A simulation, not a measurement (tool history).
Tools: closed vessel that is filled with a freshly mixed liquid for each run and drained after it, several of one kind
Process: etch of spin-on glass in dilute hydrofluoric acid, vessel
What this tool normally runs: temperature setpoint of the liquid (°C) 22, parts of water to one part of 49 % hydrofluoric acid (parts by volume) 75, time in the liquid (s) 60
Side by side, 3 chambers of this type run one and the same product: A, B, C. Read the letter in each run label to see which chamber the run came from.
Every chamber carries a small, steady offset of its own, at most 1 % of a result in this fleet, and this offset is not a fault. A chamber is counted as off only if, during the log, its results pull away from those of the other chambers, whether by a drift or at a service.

run	day	temperature setpoint of the liquid (°C)	parts of water to one part of 49 % hydrofluoric acid (parts by volume)	time in the liquid (s)	read-back film thickness of the spin-on glass reference wafer, read on the same gauge (nm)	thickness taken off the spin-on glass on a monitor wafer (Å)
1A	0.317	22	75	60	90.018	347.44
2B	0.488	22	75	60	90.018	351.23
3C	0.792	22	75	60	90.000	346.99
4B	1.067	22	75	60	89.985	349.31
5A	1.246	26	75	60	90.001	405.76
6C	1.442	26	75	60	89.986	405.41
7A	1.788	26	75	60	89.995	400.91
8B	1.950	22	75	60	90.003	344.43
9C	2.304	22	75	60	90.018	345.29
10A	2.638	22	75	60	89.995	347.61
11C	2.942	22	75	60	90.009	347.39
12B	3.158	22	75	60	90.006	349.83
13B	3.508	22	75	60	89.989	350.86
14C	3.829	22	75	60	90.005	345.30
15A	4.125	22	75	60	89.984	349.34
16C	4.479	22	75	60	89.992	347.66
17B	4.775	22	75	60	90.001	352.24
# day 4.929: chamber A: thermometer replaced
18A	5.050	25	90	60	90.022	318.90
19B	5.367	25	90	60	90.000	320.56
20A	5.554	25	90	60	89.979	319.58
21C	5.879	22	75	60	89.983	348.18
22B	6.179	22	75	60	89.997	352.71
23C	6.483	22	75	60	90.013	346.06
24A	6.692	22	75	60	89.985	343.51
25C	6.888	22	75	60	89.992	346.53
26A	7.208	22	75	60	90.008	344.40
27B	7.429	22	75	60	90.027	363.72
28B	7.679	22	75	40	89.991	240.36
29A	7.846	22	75	40	89.994	228.39
30C	8.121	22	75	40	90.002	229.90
31C	8.475	22	75	60	90.020	345.43
32A	8.667	22	75	60	89.993	342.24
33B	8.992	22	75	60	90.002	365.05
34B	9.167	18	85	60	89.973	270.39
35C	9.367	18	85	60	90.005	255.11
36A	9.600	18	85	60	89.991	254.26
37C	9.858	22	75	60	90.004	348.42
38B	10.062	22	75	60	90.018	365.19
39A	10.262	22	75	60	90.021	341.33
40A	10.521	19	75	95	90.009	478.32
41B	10.758	19	75	95	90.002	514.43
42C	11.004	19	75	95	89.987	480.00
43B	11.204	22	75	60	90.003	373.25
44A	11.396	22	75	60	90.013	344.89

For the next run the whole fleet of 3 chambers uses the same settings. Give each chamber's results:
45A	11.650	22	75	60		?
45B	11.650	22	75	60		?
45C	11.650	22	75	60		?

run	thickness taken off the spin-on glass on a monitor wafer (Å)
45A	345.25
45B	380.97
45C	344.86
